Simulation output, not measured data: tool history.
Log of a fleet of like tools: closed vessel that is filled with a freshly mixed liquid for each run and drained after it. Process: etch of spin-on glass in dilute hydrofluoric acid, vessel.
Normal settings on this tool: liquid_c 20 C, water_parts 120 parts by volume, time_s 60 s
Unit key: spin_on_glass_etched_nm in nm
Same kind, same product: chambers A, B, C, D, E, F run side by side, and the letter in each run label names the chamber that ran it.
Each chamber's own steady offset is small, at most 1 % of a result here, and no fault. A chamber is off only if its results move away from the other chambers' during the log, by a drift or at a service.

run,hour,liquid_c,water_parts,time_s,hours since the thermometer was replaced,hours since the hydrofluoric acid flow meter was replaced,"read-back film thickness of the spin-on glass reference wafer, read on the same gauge (nm)",spin_on_glass_etched_nm
1D,4.9,20,120,60,1294.5,367.9,120.00,15.3090
2A,10.4,20,120,60,1768.1,1044.5,119.99,15.6770
3F,17.1,20,120,60,1478.4,55.0,120.00,15.7320
4C,23.6,20,120,60,1498.3,341.1,119.98,15.6040
5E,28.3,20,120,60,1231.7,319.8,119.98,15.5600
6B,35.2,20,120,60,517.7,1225.0,120.01,15.4750
7D,40.7,20,120,60,1330.3,403.7,120.00,15.4750
8A,44.1,20,120,60,1801.8,1078.2,120.00,15.6130
9C,50.1,20,120,35,1524.8,367.6,120.00,9.1335
10E,56.6,20,120,35,1260.0,348.1,120.00,9.1015
11B,64.2,20,120,35,546.7,1254.0,120.00,9.0418
12F,69.2,20,120,35,1530.5,107.1,119.99,8.9767
13D,75.2,20,120,35,1364.8,438.2,120.00,8.9997
14E,81.0,20,120,35,1284.4,372.5,120.00,8.9715
15F,86.5,20,120,60,1547.8,124.4,120.03,15.5980
16B,93.5,20,120,45,576.0,1283.3,119.99,11.7560
17A,100.6,20,120,45,1858.3,1134.7,120.01,11.7050
18C,104.7,20,120,45,1579.4,422.2,120.00,11.4500
19B,108.6,20,120,45,591.1,1298.4,120.00,11.6990
20E,114.3,20,120,45,1317.7,405.8,120.00,11.5990
21A,121.3,20,120,45,1879.0,1155.4,119.98,11.5530
# hour 125.7: chamber A: thermometer replaced
22D,128.3,20,120,60,1417.9,491.3,120.01,15.4720
23C,135.8,20,120,60,1610.5,453.3,120.00,15.4290
24F,139.5,20,120,60,1600.8,177.4,120.01,15.3500
25C,146.7,20,120,60,1621.4,464.2,120.02,15.7280
26A,152.8,20,120,60,27.2,1186.9,119.99,15.4100
27D,158.6,18,120,60,1448.2,521.6,120.00,14.1140
# hour 163.0: chamber C: hydrofluoric acid flow meter replaced
28B,165.2,18,120,60,647.7,1355.0,119.99,14.9500
# hour 166.2: chamber B: hydrofluoric acid flow meter replaced
29F,168.7,18,120,60,1630.0,206.6,120.01,14.2170
30E,172.5,18,120,60,1375.9,464.0,119.99,14.3350
31B,177.2,18,120,60,659.7,11.0,120.01,14.9020
# hour 181.9: chamber E: hydrofluoric acid flow meter replaced
32D,182.8,18,120,60,1472.4,545.8,120.00,13.8390
33E,188.1,20,120,60,1391.5,6.3,120.00,15.3570
34C,191.8,20,120,60,1666.5,28.9,120.02,15.4510
35F,197.0,20,120,60,1658.3,234.9,119.98,15.8370
# hour 203.3: chamber F: thermometer replaced
36A,203.6,20,120,60,78.0,1237.7,120.01,15.2400
37F,210.9,20,120,60,7.7,248.8,120.00,15.5610

Next, all 6 chambers run the settings below, one line each with question marks for the results. What does each chamber give?
38A,216.4,20,120,90,,,,?
38B,216.4,20,120,90,,,,?
38C,216.4,20,120,90,,,,?
38D,216.4,20,120,90,,,,?
38E,216.4,20,120,90,,,,?
38F,216.4,20,120,90,,,,?

run,spin_on_glass_etched_nm
38A,23.5920
38B,25.2090
38C,22.7780
38D,23.2670
38E,23.4940
38F,23.1520
